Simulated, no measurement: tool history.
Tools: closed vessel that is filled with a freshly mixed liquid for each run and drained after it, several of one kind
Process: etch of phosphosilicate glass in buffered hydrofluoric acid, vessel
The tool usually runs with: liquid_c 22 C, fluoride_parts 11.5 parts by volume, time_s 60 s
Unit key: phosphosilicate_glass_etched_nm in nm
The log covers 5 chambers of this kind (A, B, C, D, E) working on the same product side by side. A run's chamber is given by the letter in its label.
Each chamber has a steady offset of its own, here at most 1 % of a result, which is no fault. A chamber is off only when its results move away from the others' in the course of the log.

run,hour,liquid_c,fluoride_parts,time_s,hours since the thermometer was replaced,hours since the hydrofluoric acid flow meter was replaced,"read-back film thickness of the phosphosilicate glass reference wafer, read on the same gauge (nm)",phosphosilicate_glass_etched_nm
1A,3.3,22,11.5,60,1022.4,693.3,119.97,439.02
2E,7.7,22,11.5,60,269.2,1695.7,120.00,436.76
3C,10.0,22,11.5,60,1698.0,529.4,120.03,435.27
4D,12.3,22,11.5,60,1314.5,400.1,120.02,427.20
5B,16.4,22,11.5,60,26.9,995.8,120.01,439.12
6C,18.5,22,11.5,60,1706.5,537.9,119.99,434.26
7E,20.9,22,11.5,60,282.4,1708.9,120.01,430.11
8D,23.9,22,8.5,60,1326.1,411.7,119.97,556.76
9A,27.1,22,8.5,60,1046.2,717.1,119.99,571.73
10B,29.3,22,8.5,60,39.8,1008.7,119.98,566.99
11B,33.1,22,8.5,60,43.6,1012.5,120.01,566.95
12C,35.6,22,8.5,60,1723.6,555.0,119.97,570.78
13A,39.8,22,11.5,60,1058.9,729.8,119.99,441.97
14E,43.6,22,11.5,60,305.1,1731.6,119.99,434.05
15D,46.4,22,11.5,60,1348.6,434.2,120.03,431.11
16B,50.3,22,11.5,60,60.8,1029.7,120.01,434.00
17D,54.0,22,11.5,60,1356.2,441.8,120.03,434.50
18E,56.9,22,11.5,60,318.4,1744.9,120.00,434.48
19C,59.7,22,11.5,60,1747.7,579.1,119.98,433.87
20A,63.4,22,11.5,60,1082.5,753.4,120.04,438.97
21E,65.7,22,11.5,60,327.2,1753.7,120.00,431.64
22D,68.1,22,11.5,60,1370.3,455.9,119.97,433.90
23A,70.3,22,11.5,60,1089.4,760.3,119.96,436.55
24C,72.7,22,11.5,60,1760.7,592.1,120.04,433.05
25B,76.6,22,11.5,60,87.1,1056.0,120.02,430.58
26B,80.3,22,11.5,60,90.8,1059.7,120.04,438.46
27A,82.8,22,11.5,60,1101.9,772.8,119.99,437.38
28C,86.0,22,11.5,60,1774.0,605.4,120.04,433.13
29E,88.2,22,11.5,30,349.7,1776.2,119.93,216.71
30D,92.2,22,11.5,30,1394.4,480.0,119.97,216.15
31B,95.8,22,11.5,30,106.3,1075.2,120.04,218.12
32A,97.9,22,11.5,30,1117.0,787.9,120.02,220.17
33C,102.0,22,11.5,30,1790.0,621.4,119.96,215.64
34D,105.0,22,11.5,60,1407.2,492.8,119.98,428.28
35E,109.0,22,11.5,60,370.5,1797.0,120.01,433.04
36A,111.0,22,11.5,60,1130.1,801.0,120.04,438.52
37D,113.3,22,11.5,60,1415.5,501.1,120.03,433.37
38C,115.6,22,11.5,60,1803.6,635.0,120.01,437.26
39B,118.4,22,11.5,60,128.9,1097.8,119.96,436.00

Next, every chamber runs the same settings. What will each give?
40A,121.7,22,11.5,60,,,,?
40B,121.7,22,11.5,60,,,,?
40C,121.7,22,11.5,60,,,,?
40D,121.7,22,11.5,60,,,,?
40E,121.7,22,11.5,60,,,,?

run,phosphosilicate_glass_etched_nm
40A,439.95
40B,432.59
40C,435.41
40D,429.99
40E,432.83
